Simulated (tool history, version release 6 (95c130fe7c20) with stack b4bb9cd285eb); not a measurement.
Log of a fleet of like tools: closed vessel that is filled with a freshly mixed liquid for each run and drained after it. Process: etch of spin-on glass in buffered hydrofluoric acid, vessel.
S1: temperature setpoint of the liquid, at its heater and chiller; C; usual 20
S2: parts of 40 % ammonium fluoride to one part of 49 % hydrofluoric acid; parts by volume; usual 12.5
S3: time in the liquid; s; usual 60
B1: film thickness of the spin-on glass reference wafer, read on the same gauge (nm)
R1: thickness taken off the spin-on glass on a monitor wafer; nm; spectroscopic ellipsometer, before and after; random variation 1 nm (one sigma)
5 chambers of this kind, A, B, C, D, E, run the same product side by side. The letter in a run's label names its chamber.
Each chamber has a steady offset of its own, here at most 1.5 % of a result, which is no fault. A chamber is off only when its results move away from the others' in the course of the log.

| run | hour | S1 | S2 | S3 | B1 | R1 |
|---|---|---|---|---|---|---|
| 1C | 6.7 | 20 | 12.5 | 60 | 100.01 | 119.06 |
| 2E | 14.5 | 20 | 12.5 | 60 | 100.01 | 119.99 |
| 3B | 24.1 | 20 | 12.5 | 60 | 100.02 | 119.32 |
| 4A | 33.2 | 20 | 12.5 | 60 | 99.989 | 117.39 |
| 5D | 41.6 | 20 | 12.5 | 60 | 100.04 | 121.65 |
| 6D | 49.7 | 23.5 | 14 | 60 | 99.98 | 129.7 |
| 7C | 60.1 | 23.5 | 14 | 60 | 100.02 | 127.88 |
| 8E | 67.5 | 23.5 | 14 | 60 | 100.04 | 131.29 |
| 9B | 77.4 | 23.5 | 14 | 60 | 100.03 | 131.09 |
| 10A | 87.9 | 23.5 | 14 | 60 | 99.996 | 128.78 |
| 11A | 92.8 | 20 | 12.5 | 60 | 99.993 | 118.78 |
| 12B | 103 | 20 | 12.5 | 60 | 100.02 | 122.98 |
| 13C | 108.5 | 20 | 12.5 | 60 | 100.03 | 116.74 |
| 14D | 118.9 | 20 | 12.5 | 60 | 99.994 | 119.72 |
|  | 121.4 | chamber A: hydrofluoric acid flow meter replaced |
| 15E | 124.2 | 20 | 12.5 | 60 | 100 | 121.55 |
| 16A | 132.6 | 20 | 12.5 | 90 | 99.983 | 176.81 |
| 17B | 138.6 | 20 | 12.5 | 90 | 100.03 | 180.9 |
| 18C | 144.1 | 20 | 12.5 | 90 | 99.929 | 173.96 |
| 19D | 153.9 | 20 | 12.5 | 90 | 100.04 | 183.49 |
| 20E | 162.5 | 20 | 12.5 | 90 | 100.05 | 179.49 |
|  | 168.1 | chamber A: thermometer replaced |
| 21C | 172.9 | 20 | 12.5 | 60 | 100 | 112.69 |
| 22A | 180.4 | 20 | 12.5 | 60 | 100.03 | 118.92 |
|  | 183.6 | chamber E: hydrofluoric acid flow meter replaced |
| 23E | 186.4 | 20 | 12.5 | 60 | 99.973 | 119.6 |
| 24B | 193.6 | 20 | 10 | 30 | 99.981 | 75.69 |
| 25D | 199.5 | 20 | 10 | 30 | 99.962 | 75.443 |
|  | 201.8 | chamber B: hydrofluoric acid flow meter replaced |
| 26B | 204.8 | 20 | 10 | 30 | 99.976 | 76.565 |
| 27D | 213.4 | 20 | 10 | 30 | 100.01 | 74.444 |
| 28C | 221.3 | 20 | 10 | 30 | 99.954 | 70.455 |
| 29E | 231.5 | 20 | 12.5 | 95 | 100.03 | 189.22 |
| 30A | 238.6 | 20 | 12.5 | 95 | 100.03 | 188.55 |
| 31D | 247.5 | 20 | 12.5 | 95 | 99.96 | 191.95 |
| 32E | 255.9 | 20 | 12.5 | 95 | 100.06 | 189.96 |
| 33A | 262.5 | 20 | 12.5 | 95 | 100.04 | 187.45 |
| 34B | 270.2 | 20 | 12.5 | 60 | 100 | 119.79 |
| 35C | 275.1 | 20 | 12.5 | 60 | 99.978 | 110.7 |
| 36A | 281.7 | 20 | 12.5 | 60 | 100.02 | 118.93 |

Is one chamber off against the others, does the gauge drift, or is nothing wrong? If a chamber is off, say which, and what the likeliest cause is.

Chamber C drifts away from the others.
Cause: liquid colder than its thermometer reads (K) = 1.47.
The log may not tell that from: hydrofluoric acid flow below the setpoint (%).

Here are 4 candidates for chamber C's next run, each the usual settings with a change, their results left as question marks. Which one brings its results back in line with what the others give on the usual settings?
In line means no further than this from the other chambers' mean on the usual settings: R1 3.6 nm
| 37C-1 | 289.2 | 20 | 12.5 | 65 |  | ? |
| 37C-2 | 289.2 | 20.5 | 12.5 | 60 |  | ? |
| 37C-3 | 289.2 | 20 | 12.5 | 55 |  | ? |
| 37C-4 | 289.2 | 19.5 | 12.5 | 60 |  | ? |

The other chambers' mean on the usual settings: R1 120.24 nm
| run | R1 |
|---|---|
| 37C-1 | 119.13 |
| 37C-2 | 113.12 |
| 37C-3 | 100.8 |
| 37C-4 | 106.89 |
37C-1 brings the chamber back in line.
